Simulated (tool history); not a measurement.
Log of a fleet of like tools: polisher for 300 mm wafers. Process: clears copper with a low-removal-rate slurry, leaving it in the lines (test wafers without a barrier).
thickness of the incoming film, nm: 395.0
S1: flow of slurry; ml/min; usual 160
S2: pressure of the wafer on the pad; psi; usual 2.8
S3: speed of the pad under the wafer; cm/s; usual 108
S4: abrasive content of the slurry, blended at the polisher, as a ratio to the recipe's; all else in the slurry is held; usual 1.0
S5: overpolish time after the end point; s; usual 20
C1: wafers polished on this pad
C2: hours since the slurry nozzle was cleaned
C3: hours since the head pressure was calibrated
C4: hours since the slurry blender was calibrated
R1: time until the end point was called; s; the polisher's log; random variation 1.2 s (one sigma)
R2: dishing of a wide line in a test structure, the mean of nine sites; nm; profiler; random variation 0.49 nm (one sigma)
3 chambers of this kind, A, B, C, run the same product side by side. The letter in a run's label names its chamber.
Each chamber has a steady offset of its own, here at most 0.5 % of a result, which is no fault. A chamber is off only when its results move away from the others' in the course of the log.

Run 1B, hour 10.5: usual settings; C1 447; C2 134.1; C3 1325.0; C4 329.9. Result: R1 134.90 s, R2 40.077 nm.
At hour 18.1: chamber B: slurry blender recalibrated.
Run 2A, hour 20.2: usual settings; C1 314; C2 698.3; C3 248.6; C4 200.0. Result: R1 133.74 s, R2 38.771 nm.
Run 3C, hour 32.5: usual settings; C1 351; C2 633.6; C3 472.5; C4 60.7. Result: R1 132.32 s, R2 39.375 nm.
Run 4B, hour 39.3: usual settings; C1 598; C2 162.9; C3 1353.8; C4 21.3. Result: R1 132.21 s, R2 39.492 nm.
Run 5C, hour 46.9: usual settings; C1 427; C2 648.0; C3 486.9; C4 75.1. Result: R1 133.08 s, R2 39.484 nm.
Run 6A, hour 59.0: usual settings; C1 518; C2 737.1; C3 287.4; C4 238.8. Result: R1 132.02 s, R2 39.752 nm.
Run 7C, hour 70.4: usual settings; C1 550; C2 671.5; C3 510.4; C4 98.6. Result: R1 133.03 s, R2 39.314 nm.
Run 8A, hour 79.5: usual settings but S3 126 cm/s, S4 0.7; C1 626; C2 757.6; C3 307.9; C4 259.3. Result: R1 121.33 s, R2 41.611 nm.
Run 9B, hour 85.2: usual settings but S3 126 cm/s, S4 0.7; C1 840; C2 208.8; C3 1399.7; C4 67.2. Result: R1 123.03 s, R2 43.517 nm.
At hour 93.4: chamber A: worn pad replaced by a new one.
Run 10C, hour 93.4: usual settings but S3 126 cm/s, S4 0.7; C1 672; C2 694.5; C3 533.4; C4 121.6. Result: R1 123.52 s, R2 42.223 nm.
Run 11A, hour 103.4: usual settings; C1 53; C2 781.5; C3 331.8; C4 283.2. Result: R1 134.81 s, R2 39.995 nm.
Run 12B, hour 110.1: usual settings; C1 971; C2 233.7; C3 1424.6; C4 92.1. Result: R1 132.72 s, R2 39.470 nm.
Run 13C, hour 120.0: usual settings; C1 812; C2 721.1; C3 560.0; C4 148.2. Result: R1 133.10 s, R2 40.116 nm.
At hour 128.0: chamber A: slurry nozzle cleaned.
Run 14A, hour 130.3: usual settings; C1 194; C2 2.4; C3 358.7; C4 310.1. Result: R1 133.49 s, R2 39.761 nm.
At hour 136.6: chamber C: slurry nozzle cleaned.
Run 15B, hour 140.9: usual settings; C1 1134; C2 264.5; C3 1455.4; C4 122.9. Result: R1 133.49 s, R2 39.973 nm.
At hour 142.2: chamber B: worn pad replaced by a new one.
Run 16C, hour 148.4: usual settings; C1 961; C2 11.8; C3 588.4; C4 176.6. Result: R1 132.09 s, R2 40.025 nm.
At hour 150.0: chamber C: slurry blender recalibrated.
Run 17A, hour 160.4: usual settings; C1 353; C2 32.5; C3 388.8; C4 340.2. Result: R1 131.42 s, R2 40.481 nm.
Run 18B, hour 171.7: usual settings; C1 155; C2 295.3; C3 1486.2; C4 153.7. Result: R1 132.33 s, R2 41.076 nm.
Run 19C, hour 178.4: usual settings but S3 126 cm/s, S4 1.1; C1 1119; C2 41.8; C3 618.4; C4 28.4. Result: R1 111.83 s, R2 46.516 nm.
At hour 179.1: chamber B: head pressure recalibrated.
Run 20B, hour 188.6: usual settings but S3 126 cm/s, S4 1.1; C1 244; C2 312.2; C3 9.5; C4 170.6. Result: R1 118.96 s, R2 44.563 nm.
At hour 199.5: chamber C: worn pad replaced by a new one.
Run 21A, hour 200.9: usual settings but S3 126 cm/s, S4 1.1; C1 566; C2 73.0; C3 429.3; C4 380.7. Result: R1 111.04 s, R2 45.877 nm.
Run 22A, hour 208.5: usual settings; C1 606; C2 80.6; C3 436.9; C4 388.3. Result: R1 134.12 s, R2 39.327 nm.
Run 23C, hour 218.6: usual settings; C1 101; C2 82.0; C3 658.6; C4 68.6. Result: R1 132.09 s, R2 40.093 nm.
Run 24B, hour 225.4: usual settings; C1 438; C2 349.0; C3 46.3; C4 207.4. Result: R1 140.37 s, R2 38.244 nm.
At hour 230.8: chamber A: slurry blender recalibrated.
Run 25B, hour 234.1: usual settings; C1 484; C2 357.7; C3 55.0; C4 216.1. Result: R1 139.52 s, R2 38.098 nm.
At hour 234.2: chamber A: worn pad replaced by a new one.
Run 26A, hour 243.9: usual settings; C1 51; C2 116.0; C3 472.3; C4 13.2. Result: R1 132.21 s, R2 40.676 nm.
Run 27C, hour 253.9: usual settings; C1 287; C2 117.3; C3 693.9; C4 103.9. Result: R1 130.72 s, R2 39.857 nm.
Run 28B, hour 264.4: usual settings; C1 644; C2 388.0; C3 85.3; C4 246.4. Result: R1 140.86 s, R2 38.349 nm.
Run 29C, hour 273.5: usual settings; C1 390; C2 136.9; C3 713.5; C4 123.5. Result: R1 131.84 s, R2 40.008 nm.
Run 30A, hour 280.2: usual settings but S3 136 cm/s, S5 9 s; C1 242; C2 152.3; C3 508.6; C4 49.5. Result: R1 105.60 s, R2 24.177 nm.
Run 31A, hour 293.0: usual settings but S3 136 cm/s, S5 9 s; C1 310; C2 165.1; C3 521.4; C4 62.3. Result: R1 105.99 s, R2 24.075 nm.
Run 32B, hour 300.0: usual settings but S3 136 cm/s, S5 9 s; C1 831; C2 423.6; C3 120.9; C4 282.0. Result: R1 110.17 s, R2 22.712 nm.
Run 33C, hour 308.7: usual settings; C1 575; C2 172.1; C3 748.7; C4 158.7. Result: R1 131.22 s, R2 40.215 nm.
Run 34B, hour 318.8: usual settings; C1 930; C2 442.4; C3 139.7; C4 300.8. Result: R1 141.85 s, R2 37.977 nm.
Run 35A, hour 329.7: usual settings; C1 503; C2 201.8; C3 558.1; C4 99.0. Result: R1 133.65 s, R2 40.006 nm.
At hour 335.8: chamber C: slurry blender recalibrated.
Run 36C, hour 336.8: usual settings; C1 723; C2 200.2; C3 776.8; C4 1.1. Result: R1 134.49 s, R2 39.286 nm.
At hour 346.1: chamber B: worn pad replaced by a new one.
Run 37A, hour 346.9: usual settings; C1 594; C2 219.0; C3 575.3; C4 116.2. Result: R1 133.63 s, R2 40.226 nm.
Run 38B, hour 357.0: usual settings but S1 120 ml/min, S4 1.2; C1 57; C2 480.6; C3 177.9; C4 339.0. Result: R1 141.58 s, R2 37.928 nm.
At hour 361.7: chamber A: worn pad replaced by a new one.
Run 39C, hour 364.7: usual settings but S1 120 ml/min, S4 1.2; C1 870; C2 228.1; C3 804.7; C4 29.0. Result: R1 135.20 s, R2 40.198 nm.
Run 40A, hour 375.7: usual settings but S1 120 ml/min, S4 1.2; C1 74; C2 247.8; C3 604.1; C4 145.0. Result: R1 135.76 s, R2 39.371 nm.

Is one chamber off against the others, does the gauge drift, or is nothing wrong? If a chamber is off, say which, and what the likeliest cause is.

A service left chamber B off against the others.
Cause: head's pressure below its setpoint, % = 5.81.

Here are 4 candidates for chamber B's next run, each the usual settings with a change, their results left as question marks. Which one brings its results back in line with what the others give on the usual settings?
In line means no further than this from the other chambers' mean on the usual settings: R1 4.00 s; R2 1.700 nm
Run 41B-1, hour 384.9: usual settings but S2 2.9 psi, S3 112 cm/s. Result: R1 ?, R2 ?.
Run 41B-2, hour 384.9: usual settings but S2 2.7 psi, S3 106 cm/s. Result: R1 ?, R2 ?.
Run 41B-3, hour 384.9: usual settings but S2 2.6 psi, S3 102 cm/s. Result: R1 ?, R2 ?.
Run 41B-4, hour 384.9: usual settings but S2 3.0 psi, S3 114 cm/s. Result: R1 ?, R2 ?.

The other chambers' mean on the usual settings: R1 132.82 s; R2 39.983 nm
  run      R1      R2
41B-1  131.23  40.398
41B-2  148.88  36.205
41B-3  160.66  33.871
41B-4  124.66  42.231
41B-1 brings the chamber back in line.

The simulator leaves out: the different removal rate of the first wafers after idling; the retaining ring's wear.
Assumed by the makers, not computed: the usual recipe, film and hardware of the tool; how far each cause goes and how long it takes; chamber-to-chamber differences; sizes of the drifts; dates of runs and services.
